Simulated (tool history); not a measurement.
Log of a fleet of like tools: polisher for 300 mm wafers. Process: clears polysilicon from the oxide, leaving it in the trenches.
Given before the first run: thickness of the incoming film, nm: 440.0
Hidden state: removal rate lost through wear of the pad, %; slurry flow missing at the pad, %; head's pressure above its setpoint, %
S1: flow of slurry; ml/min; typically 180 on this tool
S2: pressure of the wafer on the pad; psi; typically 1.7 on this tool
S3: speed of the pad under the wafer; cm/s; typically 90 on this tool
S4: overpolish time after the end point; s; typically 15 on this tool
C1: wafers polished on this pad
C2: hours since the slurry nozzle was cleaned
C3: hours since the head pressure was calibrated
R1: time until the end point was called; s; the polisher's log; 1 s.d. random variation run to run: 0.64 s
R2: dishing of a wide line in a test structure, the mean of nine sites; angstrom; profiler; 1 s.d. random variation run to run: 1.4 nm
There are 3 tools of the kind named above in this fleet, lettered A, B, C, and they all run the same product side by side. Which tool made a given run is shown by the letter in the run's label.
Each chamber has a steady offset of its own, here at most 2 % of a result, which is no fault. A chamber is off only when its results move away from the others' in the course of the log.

run 1C hour=2.8 | S1=180 S2=1.7 S3=90 S4=15 | C1=101 C2=131.3 C3=3.5 | R1=66.625 R2=637.97
run 2A hour=7.7 | S1=180 S2=1.7 S3=90 S4=15 | C1=223 C2=251.5 C3=704.6 | R1=65.739 R2=615.74
run 3B hour=12.1 | S1=180 S2=1.7 S3=90 S4=15 | C1=735 C2=530.4 C3=76.3 | R1=67.65 R2=597.74
run 4B hour=18.3 | S1=180 S2=1.7 S3=90 S4=15 | C1=776 C2=536.6 C3=82.5 | R1=66.872 R2=609.3
run 5C hour=22.3 | S1=180 S2=1.7 S3=90 S4=15 | C1=230 C2=150.8 C3=23 | R1=66.649 R2=618.09
run 6A hour=26.7 | S1=180 S2=1.9 S3=90 S4=18 | C1=349 C2=270.5 C3=723.6 | R1=58.394 R2=699.96
run 7C hour=30.4 | S1=180 S2=1.9 S3=90 S4=18 | C1=284 C2=158.9 C3=31.1 | R1=59.117 R2=718.98
run 8B hour=34.1 | S1=180 S2=1.9 S3=90 S4=18 | C1=881 C2=552.4 C3=98.3 | R1=59.981 R2=700.29
-- hour=35.5 chamber B: worn pad replaced by a new one
run 9A hour=37.5 | S1=180 S2=1.7 S3=90 S4=15 | C1=420 C2=281.3 C3=734.4 | R1=64.969 R2=626.24
run 10C hour=43.3 | S1=180 S2=1.7 S3=90 S4=15 | C1=370 C2=171.8 C3=44 | R1=65.611 R2=627.59
-- hour=44.1 chamber C: slurry nozzle cleaned
run 11B hour=47.4 | S1=180 S2=1.7 S3=90 S4=15 | C1=79 C2=565.7 C3=111.6 | R1=66.951 R2=617.42
run 12A hour=53.6 | S1=180 S2=1.7 S3=90 S4=15 | C1=527 C2=297.4 C3=750.5 | R1=64.641 R2=604.95
run 13A hour=57.2 | S1=180 S2=1.7 S3=90 S4=15 | C1=551 C2=301 C3=754.1 | R1=65.649 R2=595.33
run 14C hour=61.7 | S1=180 S2=1.7 S3=90 S4=15 | C1=492 C2=17.7 C3=62.4 | R1=66.738 R2=616.54
run 15B hour=65.4 | S1=180 S2=1.7 S3=90 S4=15 | C1=198 C2=583.7 C3=129.6 | R1=66.605 R2=612.53
-- hour=70.1 chamber A: worn pad replaced by a new one
run 16B hour=71.1 | S1=180 S2=1.7 S3=90 S4=15 | C1=236 C2=589.4 C3=135.3 | R1=67.259 R2=600.34
run 17A hour=76.2 | S1=180 S2=1.7 S3=90 S4=15 | C1=41 C2=320 C3=773.1 | R1=65.464 R2=631.17
run 18C hour=79.7 | S1=180 S2=1.7 S3=90 S4=12 | C1=611 C2=35.7 C3=80.4 | R1=66.768 R2=561.99
run 19C hour=84.5 | S1=180 S2=1.7 S3=90 S4=12 | C1=643 C2=40.5 C3=85.2 | R1=65.402 R2=552.32
run 20A hour=90.4 | S1=180 S2=1.7 S3=90 S4=12 | C1=135 C2=334.2 C3=787.3 | R1=65.6 R2=551.65
run 21B hour=93.6 | S1=180 S2=1.7 S3=90 S4=15 | C1=385 C2=611.9 C3=157.8 | R1=67.165 R2=604.87
run 22B hour=98.2 | S1=180 S2=1.7 S3=90 S4=15 | C1=416 C2=616.5 C3=162.4 | R1=68.083 R2=615.15
run 23C hour=101.3 | S1=180 S2=2.2 S3=66 S4=15 | C1=754 C2=57.3 C3=102 | R1=69.454 R2=603.12
run 24A hour=106.2 | S1=180 S2=2.2 S3=66 S4=15 | C1=239 C2=350 C3=803.1 | R1=69.028 R2=616.6
run 25B hour=111.8 | S1=180 S2=2.2 S3=66 S4=15 | C1=506 C2=630.1 C3=176 | R1=70.759 R2=604.94
run 26A hour=115.2 | S1=180 S2=1.7 S3=90 S4=15 | C1=299 C2=359 C3=812.1 | R1=65.944 R2=653.73
run 27C hour=118.1 | S1=180 S2=1.7 S3=90 S4=15 | C1=866 C2=74.1 C3=118.8 | R1=66.396 R2=633.59
run 28B hour=120.9 | S1=180 S2=1.7 S3=90 S4=15 | C1=566 C2=639.2 C3=185.1 | R1=67.1 R2=638.1
run 29C hour=127.1 | S1=180 S2=1.7 S3=90 S4=15 | C1=925 C2=83.1 C3=127.8 | R1=66.39 R2=608.22
run 30A hour=131.8 | S1=180 S2=1.7 S3=90 S4=23 | C1=409 C2=375.6 C3=828.7 | R1=65.41 R2=733.09
run 31C hour=134.9 | S1=180 S2=1.7 S3=90 S4=23 | C1=977 C2=90.9 C3=135.6 | R1=66.306 R2=760.62
run 32A hour=139.1 | S1=180 S2=1.7 S3=90 S4=23 | C1=458 C2=382.9 C3=836 | R1=65.706 R2=747.36
run 33B hour=145.4 | S1=180 S2=1.7 S3=90 S4=15 | C1=729 C2=663.7 C3=209.6 | R1=66.901 R2=623.35
run 34A hour=150 | S1=180 S2=1.7 S3=90 S4=15 | C1=530 C2=393.8 C3=846.9 | R1=66.939 R2=614.43
run 35C hour=154.9 | S1=180 S2=1.7 S3=90 S4=15 | C1=1110 C2=110.9 C3=155.6 | R1=66.096 R2=594.5
-- hour=157.2 chamber A: worn pad replaced by a new one
-- hour=157.9 chamber C: worn pad replaced by a new one
run 36B hour=158.1 | S1=180 S2=1.7 S3=90 S4=15 | C1=813 C2=676.4 C3=222.3 | R1=67.739 R2=610.91
run 37C hour=164 | S1=180 S2=1.7 S3=90 S4=15 | C1=40 C2=120 C3=164.7 | R1=66.511 R2=617.62
run 38A hour=168.8 | S1=180 S2=1.7 S3=90 S4=15 | C1=77 C2=412.6 C3=865.7 | R1=65.448 R2=626.39

The same settings go to every chamber for the next run, one line per chamber below. Forecast the results for each:
run 39A hour=173.3 | S1=180 S2=1.7 S3=90 S4=15 | R1=? R2=?
run 39B hour=173.3 | S1=180 S2=1.7 S3=90 S4=15 | R1=? R2=?
run 39C hour=173.3 | S1=180 S2=1.7 S3=90 S4=15 | R1=? R2=?

run=39A R1=64.653 R2=618.76
run=39B R1=66.875 R2=636.27
run=39C R1=67.065 R2=632.17
